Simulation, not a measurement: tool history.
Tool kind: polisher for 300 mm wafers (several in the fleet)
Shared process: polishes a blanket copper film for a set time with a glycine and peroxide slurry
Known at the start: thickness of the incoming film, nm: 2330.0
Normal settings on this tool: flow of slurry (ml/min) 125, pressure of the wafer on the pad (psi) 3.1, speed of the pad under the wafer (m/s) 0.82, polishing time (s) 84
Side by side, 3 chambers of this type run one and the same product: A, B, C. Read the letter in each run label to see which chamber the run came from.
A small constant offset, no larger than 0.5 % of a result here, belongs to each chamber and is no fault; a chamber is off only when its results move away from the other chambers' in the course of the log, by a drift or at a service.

run,hour,flow of slurry (ml/min),pressure of the wafer on the pad (psi),speed of the pad under the wafer (m/s),polishing time (s),film removed (nm)
1C,9.1,125,3.1,0.82,84,487.56
# hour 13.6: chamber A: worn pad replaced by a new one
2A,13.6,125,3.1,0.82,84,489.38
3B,20.1,125,3.1,0.82,84,485.1
4A,28.2,125,3.1,0.82,84,492.42
5B,36.8,125,3.1,0.82,84,486.89
# hour 41: chamber B: slurry nozzle cleaned
6C,41.3,125,3.1,0.82,84,488.16
# hour 45.6: chamber C: worn pad replaced by a new one
7C,47.5,125,3.1,0.82,84,491.43
8A,54.3,125,3.1,0.82,84,491.25
9B,61.2,85,3.1,0.82,84,441.91
10B,71,85,3.1,0.82,84,432.25
11A,77.4,85,3.1,0.82,84,451.66
12C,84.7,125,3.1,0.82,84,480.46
# hour 89.5: chamber C: slurry nozzle cleaned
13A,91.5,110,3.1,0.82,84,487.73
# hour 91.9: chamber C: worn pad replaced by a new one
14B,99.9,110,3.1,0.82,84,460.28
15C,104.2,110,3.1,0.82,84,470.32
# hour 109.4: chamber A: head pressure recalibrated
16B,112.2,125,3.1,0.82,84,470.81
# hour 115.9: chamber A: worn pad replaced by a new one
17C,117.8,125,3.1,0.82,84,484.08
18A,125.8,150,4,0.82,84,634
# hour 129: chamber B: head pressure recalibrated
19A,133.1,150,4,0.82,84,635.12
# hour 135.4: chamber A: slurry nozzle cleaned
# hour 136.1: chamber C: worn pad replaced by a new one
20B,138.6,150,4,0.82,84,601.42
21C,148.1,125,2.3,0.82,100,451.8
22A,156.7,125,2.3,0.82,100,458.81
23C,164.3,125,2.3,0.82,100,459.63
24B,169.1,125,3.1,0.82,84,475.6
25C,175.9,125,3.1,0.82,84,485.64
26B,185.4,125,3.1,0.82,84,466.24
# hour 187.1: chamber C: worn pad replaced by a new one
27A,192.9,125,3.1,0.82,84,490.09
28A,197.7,125,3.1,0.82,84,492.26
29B,205.1,125,3.1,0.82,84,461.94
30C,211.1,125,3.1,0.82,69,404.86
# hour 216.8: chamber A: worn pad replaced by a new one
31A,218.6,125,3.1,0.82,69,396.17
32B,226.8,125,3.1,0.82,69,375.92
33C,234.6,125,3.1,0.82,84,486.11
34B,240.7,125,3.1,0.82,84,454
# hour 244.8: chamber C: worn pad replaced by a new one
35A,247.8,125,3.1,0.82,84,494.48
36C,252.6,125,3.1,0.82,84,493.4
37A,259.7,125,3.1,0.82,84,492.28

For the next run the whole fleet of 3 chambers uses the same settings. Give each chamber's results:
38A,266.8,125,3.1,0.82,62,?
38B,266.8,125,3.1,0.82,62,?
38C,266.8,125,3.1,0.82,62,?

run,film removed (nm)
38A,368.73
38B,334.96
38C,362.11

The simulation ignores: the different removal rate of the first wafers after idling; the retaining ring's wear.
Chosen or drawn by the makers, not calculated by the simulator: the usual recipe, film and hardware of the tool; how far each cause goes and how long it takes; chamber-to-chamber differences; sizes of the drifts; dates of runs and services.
